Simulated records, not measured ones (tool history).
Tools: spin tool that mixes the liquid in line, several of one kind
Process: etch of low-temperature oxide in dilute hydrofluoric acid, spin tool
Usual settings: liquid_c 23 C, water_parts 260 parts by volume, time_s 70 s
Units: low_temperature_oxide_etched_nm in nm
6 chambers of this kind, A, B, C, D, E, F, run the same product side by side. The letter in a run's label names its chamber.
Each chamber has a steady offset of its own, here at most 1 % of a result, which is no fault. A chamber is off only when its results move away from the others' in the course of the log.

| run | hour | liquid_c | water_parts | time_s | hours since the thermometer was replaced | hours since the hydrofluoric acid flow meter was replaced | read-back film thickness of the low-temperature oxide reference wafer, read on the same gauge (nm) | low_temperature_oxide_etched_nm |
|---|---|---|---|---|---|---|---|---|
| 1E | 2.4 | 23 | 260 | 70 | 1634.4 | 665.6 | 90.002 | 5.6072 |
| 2F | 6.4 | 23 | 260 | 70 | 611.8 | 636.6 | 90.003 | 5.4649 |
| 3D | 9.9 | 23 | 260 | 70 | 193.3 | 703.9 | 89.971 | 5.5561 |
| 4A | 14.6 | 23 | 260 | 70 | 395 | 828 | 89.997 | 5.4349 |
| 5C | 16.9 | 23 | 260 | 70 | 1108.1 | 598 | 90.002 | 5.5737 |
| 6B | 19.8 | 23 | 260 | 70 | 1314.3 | 1399.1 | 90.009 | 5.5549 |
| 7D | 23 | 23 | 260 | 70 | 206.4 | 717 | 89.969 | 5.5223 |
| 8F | 26.5 | 23 | 190 | 40 | 631.9 | 656.7 | 90.043 | 4.573 |
| 9E | 29.4 | 23 | 190 | 40 | 1661.4 | 692.6 | 89.984 | 4.5967 |
| 10A | 32.3 | 23 | 190 | 40 | 412.7 | 845.7 | 89.994 | 4.5632 |
| 11B | 35.3 | 23 | 190 | 40 | 1329.8 | 1414.6 | 89.983 | 4.6976 |
| 12C | 38.9 | 23 | 190 | 40 | 1130.1 | 620 | 89.986 | 4.6559 |
| 13D | 41.3 | 23 | 190 | 40 | 224.7 | 735.3 | 89.959 | 4.6748 |
| 14E | 44.6 | 23 | 260 | 70 | 1676.6 | 707.8 | 90.015 | 5.5688 |
| 15F | 48.9 | 23 | 260 | 70 | 654.3 | 679.1 | 90.034 | 5.4797 |
| 16C | 53.1 | 23 | 260 | 70 | 1144.3 | 634.2 | 90.012 | 5.5586 |
| 17B | 58.1 | 23 | 260 | 70 | 1352.6 | 1437.4 | 90.026 | 5.5094 |
| 18A | 63.1 | 23 | 260 | 55 | 443.5 | 876.5 | 89.984 | 4.3154 |
| 19A | 66.5 | 23 | 260 | 55 | 446.9 | 879.9 | 89.99 | 4.3689 |
| 20F | 70.9 | 23 | 260 | 55 | 676.3 | 701.1 | 89.983 | 4.3218 |
| 21E | 75.1 | 23 | 260 | 55 | 1707.1 | 738.3 | 90.009 | 4.4893 |
| 22C | 79.7 | 23 | 260 | 55 | 1170.9 | 660.8 | 90.033 | 4.355 |
| 23D | 82.8 | 23 | 260 | 55 | 266.2 | 776.8 | 89.968 | 4.3404 |
| 24B | 87 | 23 | 260 | 70 | 1381.5 | 1466.3 | 89.979 | 5.5522 |
| 25A | 91.9 | 23 | 260 | 70 | 472.3 | 905.3 | 90.014 | 5.4328 |
| 26C | 95.4 | 23 | 260 | 70 | 1186.6 | 676.5 | 89.983 | 5.5759 |
| 27D | 99.4 | 19 | 260 | 70 | 282.8 | 793.4 | 90.016 | 4.7902 |
| 28F | 104.5 | 19 | 260 | 70 | 709.9 | 734.7 | 89.998 | 4.7619 |
| 29B | 109.5 | 19 | 260 | 70 | 1404 | 1488.8 | 90.014 | 4.6296 |
| 30E | 112.7 | 19 | 260 | 70 | 1744.7 | 775.9 | 90.027 | 5.1853 |
| 31B | 116.4 | 19 | 260 | 70 | 1410.9 | 1495.7 | 90.007 | 4.7704 |
| 32D | 120.2 | 19 | 260 | 70 | 303.6 | 814.2 | 90.029 | 4.7723 |
| 33A | 124.2 | 23 | 260 | 70 | 504.6 | 937.6 | 90.015 | 5.5489 |
| 34C | 129.3 | 23 | 260 | 70 | 1220.5 | 710.4 | 90.021 | 5.5721 |
| 35E | 131.7 | 23 | 260 | 70 | 1763.7 | 794.9 | 89.988 | 6.0224 |
| 36F | 136.6 | 23 | 260 | 70 | 742 | 766.8 | 90.008 | 5.4405 |
| 37C | 138.9 | 23 | 260 | 70 | 1230.1 | 720 | 90.076 | 5.5654 |

All 6 chambers run these settings next. Forecast each chamber's results:
| 38A | 142.6 | 23 | 260 | 70 |  |  |  | ? |
| 38B | 142.6 | 23 | 260 | 70 |  |  |  | ? |
| 38C | 142.6 | 23 | 260 | 70 |  |  |  | ? |
| 38D | 142.6 | 23 | 260 | 70 |  |  |  | ? |
| 38E | 142.6 | 23 | 260 | 70 |  |  |  | ? |
| 38F | 142.6 | 23 | 260 | 70 |  |  |  | ? |

| run | low_temperature_oxide_etched_nm |
|---|---|
| 38A | 5.5293 |
| 38B | 5.5133 |
| 38C | 5.5187 |
| 38D | 5.5563 |
| 38E | 6.231 |
| 38F | 5.4711 |
